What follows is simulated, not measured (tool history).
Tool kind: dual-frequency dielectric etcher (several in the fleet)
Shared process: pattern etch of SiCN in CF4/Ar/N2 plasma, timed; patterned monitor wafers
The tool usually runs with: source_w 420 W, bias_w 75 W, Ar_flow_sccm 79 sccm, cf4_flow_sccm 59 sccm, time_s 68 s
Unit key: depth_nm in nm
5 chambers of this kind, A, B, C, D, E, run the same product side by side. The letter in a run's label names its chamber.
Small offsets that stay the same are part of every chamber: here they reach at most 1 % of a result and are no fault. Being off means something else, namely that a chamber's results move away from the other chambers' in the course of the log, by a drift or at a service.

run   hour  source_w  bias_w  Ar_flow_sccm  cf4_flow_sccm  time_s  read-back reference wafer on the same gauge, depth_nm  depth_nm
 1D   10.9       420      75            79             59      68                                                 63.027    56.376
 2B   17.5       420      75            79             59      68                                                 62.983    56.262
 3E   25.8       420      75            79             59      68                                                 62.998    55.451
 4A   34.5       420      75            79             59      68                                                 63.010    56.031
 5C   40.5       420      75            79             59      68                                                 62.982    56.499
 6C   48.0       380      75            79             59      68                                                 62.984    51.662
 7B   55.4       380      75            79             59      68                                                 62.945    51.560
 8E   65.2       380      75            79             59      68                                                 63.072    51.430
 9D   76.9       380      75            79             59      68                                                 63.001    51.636
10A   90.0       380      75            79             59      68                                                 62.940    50.743
      94.7  -- chamber C: wet clean of the chamber
11C  100.0       420      75            79             59      68                                                 63.040    56.100
     101.2  -- chamber A: wet clean of the chamber
12B  112.0       420      75            79             59      68                                                 62.963    56.496
13A  120.9       420      75            79             46      52                                                 62.959    41.241
14D  130.9       420      75            79             46      52                                                 62.989    41.490
15E  137.0       420      75            79             46      52                                                 63.090    41.293
     137.5  -- chamber E: source power generator calibrated
16C  148.9       420      75            79             46      52                                                 62.957    41.841
17E  161.9       420      75            79             46      52                                                 62.978    39.748
18A  174.6       420      75            79             59      68                                                 62.978    56.041
19D  182.6       420      75            79             59      68                                                 62.999    56.828
20B  189.1       420      75            79             59      68                                                 63.056    56.259
21E  196.8       420      75            79             59      68                                                 62.988    53.695
22D  204.3       420      57            79             59      68                                                 63.041    51.233
23C  212.7       420      57            79             59      68                                                 63.011    51.424
24A  223.2       420      57            79             59      68                                                 62.987    50.807
25B  234.2       420      57            79             59      68                                                 62.982    51.844
26B  239.9       420      57            79             59      68                                                 62.974    51.636
27A  246.0       420      75            79             59      68                                                 62.949    56.003
     248.7  -- chamber B: wet clean of the chamber
28E  252.5       420      75            79             59      68                                                 62.982    53.405
29D  265.3       420      75            79             59      68                                                 62.993    56.641
30C  278.1       420      75            79             59      68                                                 62.973    56.701
31B  290.9       420      75            79             59      68                                                 63.034    56.951
32A  302.7       420      75            79             59      68                                                 62.975    55.946

Read the log: is a single chamber off, either drifting away or since a service, is the gauge that measures every chamber drifting, or is nothing wrong beyond small per-chamber offsets? Name any odd chamber and what most likely caused it.

After it was serviced, chamber E no longer matches the other chambers.
Likeliest cause: source power that arrives under what is set, % = 4.69.

Below are 4 candidate recipes for chamber E's next run, each the usual settings with a change, their results shown as question marks. Which of them brings E's results back in line with what the other chambers give on the usual settings?
A result is in line if it is within this distance of the other chambers' mean on the usual settings: depth_nm 0.870 nm
33E-1  312.2       420      74            79             59      65                                                                ?
33E-2  312.2       420      83            76             61      68                                                                ?
33E-3  312.2       380      75            81             59      68                                                                ?
33E-4  312.2       420      77            78             59      74                                                                ?

On the usual settings, the other chambers give on average: depth_nm 56.276 nm
  run  depth_nm
33E-1    51.017
33E-2    56.153
33E-3    48.977
33E-4    59.012
With 33E-2, the chamber falls back in line with the rest.
